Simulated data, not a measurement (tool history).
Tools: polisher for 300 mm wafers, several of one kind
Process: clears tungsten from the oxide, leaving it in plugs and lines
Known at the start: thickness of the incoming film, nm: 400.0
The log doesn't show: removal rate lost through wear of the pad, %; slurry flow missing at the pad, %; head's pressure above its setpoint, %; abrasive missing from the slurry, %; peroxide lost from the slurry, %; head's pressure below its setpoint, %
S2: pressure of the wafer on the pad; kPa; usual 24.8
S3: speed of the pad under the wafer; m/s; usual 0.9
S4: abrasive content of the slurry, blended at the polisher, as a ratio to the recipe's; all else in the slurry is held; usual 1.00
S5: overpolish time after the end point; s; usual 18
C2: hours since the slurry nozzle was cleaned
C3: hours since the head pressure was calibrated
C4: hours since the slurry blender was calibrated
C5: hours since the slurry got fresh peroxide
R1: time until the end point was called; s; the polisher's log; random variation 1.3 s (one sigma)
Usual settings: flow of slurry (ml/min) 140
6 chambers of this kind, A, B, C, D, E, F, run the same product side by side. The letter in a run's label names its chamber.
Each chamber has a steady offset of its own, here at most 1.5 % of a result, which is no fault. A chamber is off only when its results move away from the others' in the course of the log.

Run 1A, hour 9.3: usual settings; wafers polished on this pad 845; C2 31.6; C3 374.2; C4 151.3; C5 104.2. Result: R1 108.320 s.
At hour 11.9: chamber F: worn pad replaced by a new one.
At hour 18.7: chamber C: slurry tank refilled with fresh slurry and peroxide.
Run 2C, hour 24.4: usual settings; wafers polished on this pad 530; C2 445.7; C3 245.6; C4 205.3; C5 5.7. Result: R1 110.770 s.
At hour 30.1: chamber B: worn pad replaced by a new one.
Run 3D, hour 33.0: usual settings; wafers polished on this pad 281; C2 68.7; C3 904.8; C4 108.7; C5 39.1. Result: R1 110.170 s.
At hour 34.7: chamber C: slurry blender recalibrated.
At hour 35.5: chamber A: slurry tank refilled with fresh slurry and peroxide.
Run 4F, hour 42.5: usual settings; wafers polished on this pad 178; C2 487.3; C3 946.0; C4 159.2; C5 84.9. Result: R1 111.570 s.
Run 5B, hour 49.9: usual settings; wafers polished on this pad 115; C2 60.7; C3 421.7; C4 123.3; C5 128.1. Result: R1 107.660 s.
At hour 50.8: chamber D: slurry blender recalibrated.
At hour 53.6: chamber F: slurry blender recalibrated.
At hour 55.2: chamber F: slurry tank refilled with fresh slurry and peroxide.
Run 6E, hour 59.6: usual settings; wafers polished on this pad 1016; C2 136.6; C3 433.5; C4 99.1; C5 98.4. Result: R1 111.790 s.
Run 7B, hour 68.0: usual settings; wafers polished on this pad 221; C2 78.8; C3 439.8; C4 141.4; C5 146.2. Result: R1 110.460 s.
At hour 73.2: chamber E: worn pad replaced by a new one.
At hour 75.2: chamber D: worn pad replaced by a new one.
Run 8D, hour 79.5: usual settings; wafers polished on this pad 25; C2 115.2; C3 951.3; C4 28.8; C5 85.6. Result: R1 112.410 s.
At hour 85.0: chamber B: slurry tank refilled with fresh slurry and peroxide.
At hour 87.3: chamber A: worn pad replaced by a new one.
Run 9C, hour 89.2: usual settings; wafers polished on this pad 907; C2 510.5; C3 310.4; C4 54.5; C5 70.5. Result: R1 113.200 s.
Run 10F, hour 103.5: usual settings; wafers polished on this pad 533; C2 548.3; C3 1007.0; C4 50.0; C5 48.3. Result: R1 111.830 s.
At hour 106.5: chamber A: slurry blender recalibrated.
Run 11A, hour 110.5: usual settings; wafers polished on this pad 135; C2 132.8; C3 475.4; C4 4.0; C5 75.0. Result: R1 108.550 s.
At hour 111.8: chamber D: slurry tank refilled with fresh slurry and peroxide.
At hour 116.4: chamber C: slurry tank refilled with fresh slurry and peroxide.
Run 12E, hour 120.0: usual settings; wafers polished on this pad 272; C2 197.0; C3 493.9; C4 159.5; C5 158.8. Result: R1 109.420 s.
Run 13E, hour 127.5: usual settings; wafers polished on this pad 316; C2 204.5; C3 501.4; C4 167.0; C5 166.3. Result: R1 110.550 s.
Run 14F, hour 136.1: usual settings; wafers polished on this pad 723; C2 580.9; C3 1039.6; C4 82.6; C5 80.9. Result: R1 110.350 s.
At hour 137.2: chamber C: worn pad replaced by a new one.
Run 15A, hour 146.5: usual settings; wafers polished on this pad 344; C2 168.8; C3 511.4; C4 40.0; C5 111.0. Result: R1 109.430 s.
At hour 151.9: chamber F: slurry tank refilled with fresh slurry and peroxide.
At hour 157.4: chamber B: worn pad replaced by a new one.
At hour 157.7: chamber A: slurry tank refilled with fresh slurry and peroxide.
Run 16C, hour 157.7: usual settings; wafers polished on this pad 119; C2 579.0; C3 378.9; C4 123.0; C5 41.3. Result: R1 110.900 s.
At hour 166.9: chamber D: slurry blender recalibrated.
At hour 168.4: chamber D: worn pad replaced by a new one.
Run 17D, hour 168.5: usual settings; wafers polished on this pad 0; C2 204.2; C3 1040.3; C4 1.7; C5 56.8. Result: R1 113.740 s.
Run 18B, hour 177.3: usual settings; wafers polished on this pad 116; C2 188.1; C3 549.1; C4 250.7; C5 92.4. Result: R1 110.070 s.
At hour 180.5: chamber E: slurry tank refilled with fresh slurry and peroxide.
Run 19B, hour 188.5: usual settings but flow of slurry (ml/min) 120, S4 1.15; wafers polished on this pad 181; C2 199.3; C3 560.3; C4 261.9; C5 103.6. Result: R1 110.970 s.
Run 20A, hour 195.5: usual settings but flow of slurry (ml/min) 120, S4 1.15; wafers polished on this pad 630; C2 217.8; C3 560.4; C4 89.0; C5 37.9. Result: R1 107.130 s.
At hour 198.0: chamber F: worn pad replaced by a new one.
Run 21F, hour 206.8: usual settings but flow of slurry (ml/min) 120, S4 1.15; wafers polished on this pad 51; C2 651.6; C3 1110.3; C4 153.3; C5 54.9. Result: R1 111.760 s.
At hour 210.8: chamber F: head pressure recalibrated.
Run 22D, hour 217.1: usual settings but flow of slurry (ml/min) 120, S4 1.15; wafers polished on this pad 283; C2 252.8; C3 1088.9; C4 50.3; C5 105.4. Result: R1 111.310 s.
At hour 219.3: chamber C: slurry tank refilled with fresh slurry and peroxide.
At hour 222.4: chamber D: slurry tank refilled with fresh slurry and peroxide.
At hour 224.7: chamber D: head pressure recalibrated.
Run 23E, hour 225.4: usual settings but flow of slurry (ml/min) 120, S4 1.15; wafers polished on this pad 886; C2 302.4; C3 599.3; C4 264.9; C5 45.0. Result: R1 111.120 s.
At hour 232.8: chamber F: slurry tank refilled with fresh slurry and peroxide.
Run 24C, hour 235.5: usual settings but flow of slurry (ml/min) 120, S4 1.15; wafers polished on this pad 572; C2 656.8; C3 456.7; C4 200.8; C5 16.2. Result: R1 112.230 s.
At hour 235.8: chamber E: slurry nozzle cleaned.
Run 25B, hour 247.5: usual settings; wafers polished on this pad 524; C2 258.3; C3 619.3; C4 320.9; C5 162.6. Result: R1 110.660 s.
At hour 252.1: chamber D: slurry nozzle cleaned.
Run 26A, hour 256.5: usual settings; wafers polished on this pad 985; C2 278.8; C3 621.4; C4 150.0; C5 98.9. Result: R1 109.600 s.
At hour 265.2: chamber F: slurry blender recalibrated.
Run 27D, hour 267.3: usual settings; wafers polished on this pad 575; C2 15.3; C3 42.7; C4 100.5; C5 44.9. Result: R1 111.590 s.
At hour 269.1: chamber C: slurry blender recalibrated.
At hour 274.0: chamber D: worn pad replaced by a new one.
Run 28C, hour 281.4: usual settings; wafers polished on this pad 839; C2 702.7; C3 502.6; C4 12.4; C5 62.1. Result: R1 110.720 s.
At hour 284.4: chamber D: slurry blender recalibrated.
At hour 286.1: chamber B: slurry tank refilled with fresh slurry and peroxide.
At hour 289.6: chamber C: slurry nozzle cleaned.
At hour 295.1: chamber A: slurry blender recalibrated.
Run 29F, hour 296.1: usual settings; wafers polished on this pad 571; C2 740.9; C3 85.4; C4 31.0; C5 63.3. Result: R1 104.260 s.
At hour 299.3: chamber A: slurry tank refilled with fresh slurry and peroxide.
At hour 309.9: chamber C: worn pad replaced by a new one.
At hour 310.3: chamber E: worn pad replaced by a new one.
Run 30E, hour 310.5: usual settings; wafers polished on this pad 1; C2 74.8; C3 684.4; C4 350.0; C5 130.1. Result: R1 111.110 s.
At hour 313.2: chamber B: worn pad replaced by a new one.
At hour 313.7: chamber F: slurry nozzle cleaned.
At hour 317.1: chamber F: slurry tank refilled with fresh slurry and peroxide.
At hour 317.3: chamber C: slurry tank refilled with fresh slurry and peroxide.
Run 31D, hour 319.5: usual settings but S2 33.8 kPa; wafers polished on this pad 265; C2 67.5; C3 94.9; C4 35.1; C5 97.1. Result: R1 82.251 s.
Run 32A, hour 331.1: usual settings but S2 33.8 kPa; wafers polished on this pad 1419; C2 353.4; C3 696.0; C4 36.1; C5 31.8. Result: R1 80.857 s.
At hour 337.3: chamber D: slurry tank refilled with fresh slurry and peroxide.
Run 33B, hour 344.3: usual settings but S2 33.8 kPa; wafers polished on this pad 181; C2 355.1; C3 716.1; C4 417.7; C5 58.2. Result: R1 81.098 s.
At hour 350.6: chamber A: worn pad replaced by a new one.
Run 34C, hour 350.9: usual settings but S2 33.8 kPa; wafers polished on this pad 238; C2 61.3; C3 572.1; C4 81.9; C5 33.6. Result: R1 82.437 s.
Run 35F, hour 362.3: usual settings but S2 33.8 kPa; wafers polished on this pad 956; C2 48.6; C3 151.6; C4 97.2; C5 45.3. Result: R1 76.081 s.
At hour 369.1: chamber D: worn pad replaced by a new one.
Run 36E, hour 374.4: usual settings but S2 33.8 kPa; wafers polished on this pad 373; C2 138.7; C3 748.3; C4 413.9; C5 194.0. Result: R1 81.759 s.
Run 37F, hour 383.1: usual settings; wafers polished on this pad 1077; C2 69.4; C3 172.4; C4 118.0; C5 66.1. Result: R1 104.010 s.
At hour 383.7: chamber B: slurry blender recalibrated.
At hour 384.5: chamber E: slurry tank refilled with fresh slurry and peroxide.
At hour 384.6: chamber B: head pressure recalibrated.
Run 38E, hour 391.5: usual settings; wafers polished on this pad 472; C2 155.8; C3 765.4; C4 431.0; C5 7.1. Result: R1 115.090 s.
Run 39B, hour 400.6: usual settings; wafers polished on this pad 508; C2 411.4; C3 16.0; C4 16.9; C5 114.5. Result: R1 111.190 s.
At hour 401.6: chamber C: slurry tank refilled with fresh slurry and peroxide.
Run 40A, hour 408.2: usual settings; wafers polished on this pad 335; C2 430.5; C3 773.1; C4 113.2; C5 108.9. Result: R1 108.970 s.
At hour 417.8: chamber D: slurry blender recalibrated.
Run 41C, hour 420.4: usual settings; wafers polished on this pad 643; C2 130.8; C3 641.6; C4 151.4; C5 18.9. Result: R1 111.620 s.
Run 42D, hour 430.5: usual settings; wafers polished on this pad 357; C2 178.5; C3 205.9; C4 12.7; C5 93.2. Result: R1 114.300 s.

What goes on in this fleet: one chamber off, a drifting gauge, or nothing beyond the chambers' own small offsets? Name the chamber and the cause, if any.

A service left chamber F off against the others.
Cause: head's pressure above its setpoint, % = 6.75.

Here are 4 candidates for chamber F's next run, each the usual settings with a change, their results left as question marks. Which one brings its results back in line with what the others give on the usual settings?
In line means no further than this from the other chambers' mean on the usual settings: R1 4.700 s
Run 43F-1, hour 441.5: usual settings but S2 22.8 kPa. Result: R1 ?.
Run 43F-2, hour 441.5: usual settings but S2 28.3 kPa. Result: R1 ?.
Run 43F-3, hour 441.5: usual settings but S2 25.5 kPa, S3 0.94 m/s. Result: R1 ?.
Run 43F-4, hour 441.5: usual settings but S3 0.78 m/s. Result: R1 ?.

The other chambers' mean on the usual settings: R1 111.130 s
  run       R1
43F-1  112.850
43F-2   90.544
43F-3   96.177
43F-4  119.300
43F-1 brings the chamber back in line.
